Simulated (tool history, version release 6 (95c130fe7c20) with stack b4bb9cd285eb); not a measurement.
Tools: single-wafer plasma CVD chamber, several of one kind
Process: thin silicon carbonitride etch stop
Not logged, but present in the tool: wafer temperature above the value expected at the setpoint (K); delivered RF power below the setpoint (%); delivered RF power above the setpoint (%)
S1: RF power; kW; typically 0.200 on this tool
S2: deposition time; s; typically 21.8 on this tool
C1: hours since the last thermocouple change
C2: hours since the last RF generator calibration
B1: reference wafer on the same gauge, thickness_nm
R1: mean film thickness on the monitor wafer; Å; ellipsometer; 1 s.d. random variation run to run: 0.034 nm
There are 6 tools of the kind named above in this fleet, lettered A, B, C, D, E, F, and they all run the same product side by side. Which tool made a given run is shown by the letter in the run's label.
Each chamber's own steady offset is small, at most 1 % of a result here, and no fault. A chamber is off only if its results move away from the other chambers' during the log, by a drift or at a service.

run   hour     S1    S2      C1      C2      B1      R1
       0.2  -- chamber C: RF generator calibrated
 1D   10.2  0.200  21.8   240.6   938.3  13.905  125.46
 2A   21.7  0.200  21.8    68.3   640.1  13.907  124.47
 3B   35.3  0.200  21.8  1453.9   531.6  13.897  124.60
 4E   46.0  0.200  21.8  1040.9   892.1  13.905  124.06
 5C   56.5  0.200  21.8   116.8    56.4  13.903  123.23
      61.7  -- chamber D: RF generator calibrated
 6F   68.9  0.200  21.8   456.4   757.2  13.899  124.43
 7B   76.7  0.200  21.8  1495.3   573.0  13.908  124.08
 8F   85.7  0.200  21.8   473.2   774.0  13.892  124.17
 9C  102.3  0.200  21.8   162.6   102.2  13.906  123.49
10E  114.1  0.225  21.8  1109.0   960.2  13.911  129.06
11D  122.0  0.225  21.8   352.4    60.4  13.894  129.57
     134.4  -- chamber F: RF generator calibrated
12A  134.9  0.225  21.8   181.5   753.3  13.900  128.96
13E  147.2  0.225  21.8  1142.1   993.3  13.900  128.93
14F  154.9  0.225  21.8   542.4    20.5  13.891  128.82
15D  162.5  0.225  21.8   392.9   100.9  13.902  129.95
16C  175.9  0.200  21.8   236.2   175.8  13.885  124.32
17B  184.7  0.215  23.5  1603.3   681.0  13.910  137.52
18A  198.7  0.215  23.5   245.3   817.1  13.894  137.81
19B  215.1  0.215  23.5  1633.7   711.4  13.890  137.33
     217.3  -- chamber E: thermocouple changed; heater temperature recalibrated
20D  229.2  0.215  23.5   459.6   167.6  13.899  137.81
21C  239.8  0.215  23.5   300.1   239.7  13.903  136.33
22F  247.3  0.215  23.5   634.8   112.9  13.903  137.14
23E  259.4  0.165  21.8    42.1  1105.5  13.910  117.32
24A  272.0  0.165  21.8   318.6   890.4  13.896  116.82
25E  285.9  0.165  21.8    68.6  1132.0  13.894  117.05
26D  293.2  0.165  21.8   523.6   231.6  13.902  118.64
     307.7  -- chamber B: RF generator calibrated
27A  308.8  0.165  21.8   355.4   927.2  13.904  117.54
28F  324.8  0.165  21.8   712.3   190.4  13.900  117.50
29C  332.4  0.200  21.8   392.7   332.3  13.905  123.38
30B  339.9  0.200  21.8  1758.5    32.2  13.903  124.22
31A  347.5  0.200  21.8   394.1   965.9  13.895  125.17
32F  357.0  0.200  21.8   744.5   222.6  13.894  124.19
33B  369.0  0.200  21.8  1787.6    61.3  13.908  124.62
34E  377.9  0.200  21.8   160.6  1224.0  13.889  124.25
35C  391.6  0.200  21.8   451.9   391.5  13.901  123.37
36D  399.6  0.200  21.8   630.0   338.0  13.896  125.21
37C  416.0  0.200  21.8   476.3   415.9  13.908  123.26
38B  427.9  0.200  21.8  1846.5   120.2  13.902  124.47
39F  436.3  0.200  21.8   823.8   301.9  13.900  124.20

For the next run the whole fleet of 6 chambers uses the same settings. Give each chamber's results:
40A  448.2  0.170  21.8               ?
40B  448.2  0.170  21.8               ?
40C  448.2  0.170  21.8               ?
40D  448.2  0.170  21.8               ?
40E  448.2  0.170  21.8               ?
40F  448.2  0.170  21.8               ?

run      R1
40A  117.94
40B  119.00
40C  118.05
40D  119.27
40E  118.04
40F  118.21
